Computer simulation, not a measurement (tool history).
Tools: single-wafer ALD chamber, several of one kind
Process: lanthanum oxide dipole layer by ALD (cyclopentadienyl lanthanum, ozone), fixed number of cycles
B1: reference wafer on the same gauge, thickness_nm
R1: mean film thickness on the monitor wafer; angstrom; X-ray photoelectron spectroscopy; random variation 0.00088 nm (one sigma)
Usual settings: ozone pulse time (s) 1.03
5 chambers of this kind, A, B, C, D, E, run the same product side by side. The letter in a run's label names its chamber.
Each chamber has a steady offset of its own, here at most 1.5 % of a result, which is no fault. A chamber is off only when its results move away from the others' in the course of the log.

{"run": "1E", "hour": 4.9, "ozone pulse time (s)": 1.03, "B1": 0.59534, "R1": 4.9794}
{"run": "2A", "hour": 13.5, "ozone pulse time (s)": 1.03, "B1": 0.59526, "R1": 5.0206}
{"run": "3B", "hour": 22.9, "ozone pulse time (s)": 1.03, "B1": 0.59521, "R1": 5.0411}
{"hour": 24.1, "done": "chamber C: thermocouple changed; heater temperature recalibrated"}
{"hour": 26.2, "done": "chamber E: thermocouple changed; heater temperature recalibrated"}
{"run": "4C", "hour": 29.7, "ozone pulse time (s)": 1.03, "B1": 0.59541, "R1": 5.012}
{"run": "5D", "hour": 38.8, "ozone pulse time (s)": 1.03, "B1": 0.59552, "R1": 5.0268}
{"run": "6C", "hour": 44.7, "ozone pulse time (s)": 1.03, "B1": 0.59566, "R1": 5.026}
{"run": "7D", "hour": 49.0, "ozone pulse time (s)": 1.03, "B1": 0.5955, "R1": 5.0272}
{"run": "8E", "hour": 58.5, "ozone pulse time (s)": 1.03, "B1": 0.59586, "R1": 4.9976}
{"run": "9A", "hour": 64.2, "ozone pulse time (s)": 1.03, "B1": 0.59594, "R1": 5.04}
{"run": "10B", "hour": 68.8, "ozone pulse time (s)": 1.03, "B1": 0.59614, "R1": 5.0422}
{"run": "11D", "hour": 78.4, "ozone pulse time (s)": 1.03, "B1": 0.5964, "R1": 5.0242}
{"run": "12A", "hour": 86.3, "ozone pulse time (s)": 1.03, "B1": 0.59638, "R1": 5.0387}
{"run": "13E", "hour": 94.5, "ozone pulse time (s)": 1.03, "B1": 0.59614, "R1": 5.0086}
{"run": "14C", "hour": 99.9, "ozone pulse time (s)": 0.74, "B1": 0.59632, "R1": 4.4502}
{"run": "15B", "hour": 109.4, "ozone pulse time (s)": 0.74, "B1": 0.59635, "R1": 4.4583}
{"run": "16A", "hour": 116.7, "ozone pulse time (s)": 0.74, "B1": 0.59652, "R1": 4.4515}
{"run": "17E", "hour": 126.1, "ozone pulse time (s)": 0.74, "B1": 0.59691, "R1": 4.4168}
{"run": "18C", "hour": 132.4, "ozone pulse time (s)": 0.74, "B1": 0.59699, "R1": 4.4536}
{"run": "19B", "hour": 138.1, "ozone pulse time (s)": 1.03, "B1": 0.59677, "R1": 5.0661}
{"run": "20D", "hour": 144.0, "ozone pulse time (s)": 1.03, "B1": 0.59718, "R1": 5.0329}
{"hour": 146.1, "done": "chamber C: ozone generator serviced"}
{"run": "21C", "hour": 153.5, "ozone pulse time (s)": 1.03, "B1": 0.59724, "R1": 5.0447}
{"run": "22D", "hour": 162.2, "ozone pulse time (s)": 1.03, "B1": 0.59718, "R1": 5.057}
{"run": "23E", "hour": 166.6, "ozone pulse time (s)": 1.03, "B1": 0.59721, "R1": 5.0021}
{"run": "24B", "hour": 172.7, "ozone pulse time (s)": 1.03, "B1": 0.59732, "R1": 5.0646}
{"run": "25A", "hour": 179.8, "ozone pulse time (s)": 1.26, "B1": 0.59761, "R1": 5.2986}
{"hour": 183.3, "done": "chamber A: ozone generator serviced"}
{"run": "26A", "hour": 185.8, "ozone pulse time (s)": 1.26, "B1": 0.59753, "R1": 5.3314}
{"run": "27C", "hour": 191.6, "ozone pulse time (s)": 1.26, "B1": 0.59748, "R1": 5.3253}
{"run": "28B", "hour": 200.7, "ozone pulse time (s)": 1.26, "B1": 0.59784, "R1": 5.3399}
{"run": "29D", "hour": 206.3, "ozone pulse time (s)": 1.26, "B1": 0.59768, "R1": 5.3085}
{"run": "30E", "hour": 210.9, "ozone pulse time (s)": 1.03, "B1": 0.59797, "R1": 5.003}
{"run": "31B", "hour": 217.0, "ozone pulse time (s)": 1.03, "B1": 0.59825, "R1": 5.0759}
{"run": "32A", "hour": 221.6, "ozone pulse time (s)": 1.03, "B1": 0.59822, "R1": 5.0464}
{"run": "33C", "hour": 227.3, "ozone pulse time (s)": 1.03, "B1": 0.59783, "R1": 5.0459}
{"run": "34E", "hour": 235.5, "ozone pulse time (s)": 1.42, "B1": 0.59827, "R1": 5.4245}
{"run": "35D", "hour": 242.3, "ozone pulse time (s)": 1.42, "B1": 0.59822, "R1": 5.4494}
{"run": "36C", "hour": 247.0, "ozone pulse time (s)": 1.42, "B1": 0.59851, "R1": 5.4699}
{"run": "37E", "hour": 251.5, "ozone pulse time (s)": 1.42, "B1": 0.59828, "R1": 5.4324}
{"run": "38D", "hour": 259.6, "ozone pulse time (s)": 1.42, "B1": 0.59847, "R1": 5.4481}
{"run": "39B", "hour": 265.0, "ozone pulse time (s)": 1.03, "B1": 0.5989, "R1": 5.0608}
{"run": "40A", "hour": 269.2, "ozone pulse time (s)": 1.2, "B1": 0.59878, "R1": 5.2731}
{"run": "41C", "hour": 278.3, "ozone pulse time (s)": 1.2, "B1": 0.59907, "R1": 5.2631}
{"run": "42D", "hour": 284.0, "ozone pulse time (s)": 1.2, "B1": 0.59901, "R1": 5.2697}
{"run": "43B", "hour": 293.2, "ozone pulse time (s)": 1.2, "B1": 0.59879, "R1": 5.276}
{"run": "44E", "hour": 301.4, "ozone pulse time (s)": 1.2, "B1": 0.59912, "R1": 5.2461}

Next, every chamber runs the same settings. What will each give?
{"run": "45A", "hour": 308.3, "ozone pulse time (s)": 1.03, "R1": "?"}
{"run": "45B", "hour": 308.3, "ozone pulse time (s)": 1.03, "R1": "?"}
{"run": "45C", "hour": 308.3, "ozone pulse time (s)": 1.03, "R1": "?"}
{"run": "45D", "hour": 308.3, "ozone pulse time (s)": 1.03, "R1": "?"}
{"run": "45E", "hour": 308.3, "ozone pulse time (s)": 1.03, "R1": "?"}

run=45A R1=5.0684
run=45B R1=5.0865
run=45C R1=5.0622
run=45D R1=5.0604
run=45E R1=5.0358

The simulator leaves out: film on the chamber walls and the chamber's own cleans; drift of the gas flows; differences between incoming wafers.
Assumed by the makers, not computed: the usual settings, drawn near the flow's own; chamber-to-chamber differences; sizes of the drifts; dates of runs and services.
